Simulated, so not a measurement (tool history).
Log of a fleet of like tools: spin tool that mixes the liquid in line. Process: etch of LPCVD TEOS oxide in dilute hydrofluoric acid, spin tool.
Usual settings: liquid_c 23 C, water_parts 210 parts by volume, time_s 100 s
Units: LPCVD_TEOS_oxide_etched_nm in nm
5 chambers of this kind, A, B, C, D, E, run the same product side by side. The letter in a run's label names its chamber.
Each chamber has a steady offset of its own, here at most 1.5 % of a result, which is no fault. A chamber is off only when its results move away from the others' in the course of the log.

| run | hour | liquid_c | water_parts | time_s | hours since the thermometer was replaced | hours since the hydrofluoric acid flow meter was replaced | read-back film thickness of the LPCVD TEOS oxide reference wafer, read on the same gauge (nm) | LPCVD_TEOS_oxide_etched_nm |
|---|---|---|---|---|---|---|---|---|
| 1E | 6.3 | 23 | 210 | 100 | 50.7 | 71.9 | 89.983 | 6.8911 |
| 2C | 13.3 | 23 | 210 | 100 | 115.2 | 663.6 | 90.018 | 6.7856 |
| 3B | 18.5 | 23 | 210 | 100 | 1038.1 | 451.4 | 90.021 | 6.7583 |
| 4A | 24.7 | 23 | 210 | 100 | 1317.2 | 145.7 | 89.996 | 6.9681 |
| 5D | 30.8 | 23 | 210 | 100 | 342.6 | 597.6 | 90.028 | 6.8535 |
| 6A | 37.4 | 23 | 210 | 100 | 1329.9 | 158.4 | 89.987 | 6.8924 |
| 7D | 42.0 | 23 | 210 | 100 | 353.8 | 608.8 | 89.998 | 6.7573 |
| 8E | 48.3 | 23 | 210 | 100 | 92.7 | 113.9 | 89.994 | 6.9061 |
| 9B | 52.5 | 23 | 250 | 100 | 1072.1 | 485.4 | 90.009 | 5.5493 |
| 10C | 57.6 | 23 | 250 | 100 | 159.5 | 707.9 | 90.008 | 5.4518 |
| 11C | 65.4 | 23 | 250 | 100 | 167.3 | 715.7 | 90.029 | 5.5377 |
| 12B | 69.9 | 23 | 250 | 100 | 1089.5 | 502.8 | 89.992 | 5.4957 |
| 13A | 78.4 | 23 | 250 | 100 | 1370.9 | 199.4 | 89.965 | 5.5164 |
| 14E | 87.2 | 23 | 210 | 100 | 131.6 | 152.8 | 90.009 | 6.7854 |
| 15D | 91.3 | 23 | 210 | 100 | 403.1 | 658.1 | 90.011 | 6.7617 |
| 16A | 95.7 | 23 | 210 | 100 | 1388.2 | 216.7 | 90.013 | 6.9378 |
| 17C | 103.9 | 23 | 210 | 100 | 205.8 | 754.2 | 89.994 | 6.8188 |
| 18B | 110.8 | 23 | 210 | 100 | 1130.4 | 543.7 | 89.952 | 6.9138 |
|  | 112.1 | chamber B: thermometer replaced |
| 19E | 116.5 | 23 | 210 | 100 | 160.9 | 182.1 | 90.010 | 6.7296 |
| 20D | 121.2 | 23 | 210 | 100 | 433.0 | 688.0 | 89.993 | 6.6919 |
| 21C | 127.1 | 26 | 210 | 100 | 229.0 | 777.4 | 89.976 | 7.4686 |
| 22B | 135.1 | 26 | 210 | 100 | 23.0 | 568.0 | 89.987 | 7.8101 |
| 23E | 143.0 | 26 | 210 | 100 | 187.4 | 208.6 | 90.006 | 7.6673 |
| 24A | 150.9 | 26 | 210 | 100 | 1443.4 | 271.9 | 89.988 | 7.7935 |
| 25D | 155.6 | 26 | 210 | 100 | 467.4 | 722.4 | 90.044 | 7.3968 |
| 26B | 160.1 | 23 | 210 | 100 | 48.0 | 593.0 | 90.035 | 6.9021 |
|  | 161.4 | chamber C: hydrofluoric acid flow meter replaced |
| 27A | 164.1 | 23 | 210 | 100 | 1456.6 | 285.1 | 89.969 | 6.8526 |
| 28E | 168.0 | 23 | 210 | 100 | 212.4 | 233.6 | 90.012 | 6.8259 |
| 29D | 172.7 | 23 | 310 | 100 | 484.5 | 739.5 | 90.009 | 3.9552 |
| 30C | 180.0 | 23 | 310 | 100 | 281.9 | 18.7 | 90.019 | 4.1935 |
| 31E | 187.1 | 23 | 310 | 100 | 231.5 | 252.7 | 90.036 | 4.1630 |
| 32A | 193.5 | 23 | 310 | 100 | 1486.0 | 314.5 | 90.000 | 4.2270 |
| 33D | 197.5 | 23 | 310 | 100 | 509.3 | 764.3 | 89.981 | 4.0096 |
| 34C | 203.0 | 26 | 275 | 100 | 304.9 | 41.7 | 90.040 | 5.3402 |

All 5 chambers run these settings next. Forecast each chamber's results:
| 35A | 209.4 | 20 | 210 | 100 |  |  |  | ? |
| 35B | 209.4 | 20 | 210 | 100 |  |  |  | ? |
| 35C | 209.4 | 20 | 210 | 100 |  |  |  | ? |
| 35D | 209.4 | 20 | 210 | 100 |  |  |  | ? |
| 35E | 209.4 | 20 | 210 | 100 |  |  |  | ? |

| run | LPCVD_TEOS_oxide_etched_nm |
|---|---|
| 35A | 6.1977 |
| 35B | 6.0925 |
| 35C | 6.0563 |
| 35D | 5.6752 |
| 35E | 6.1212 |
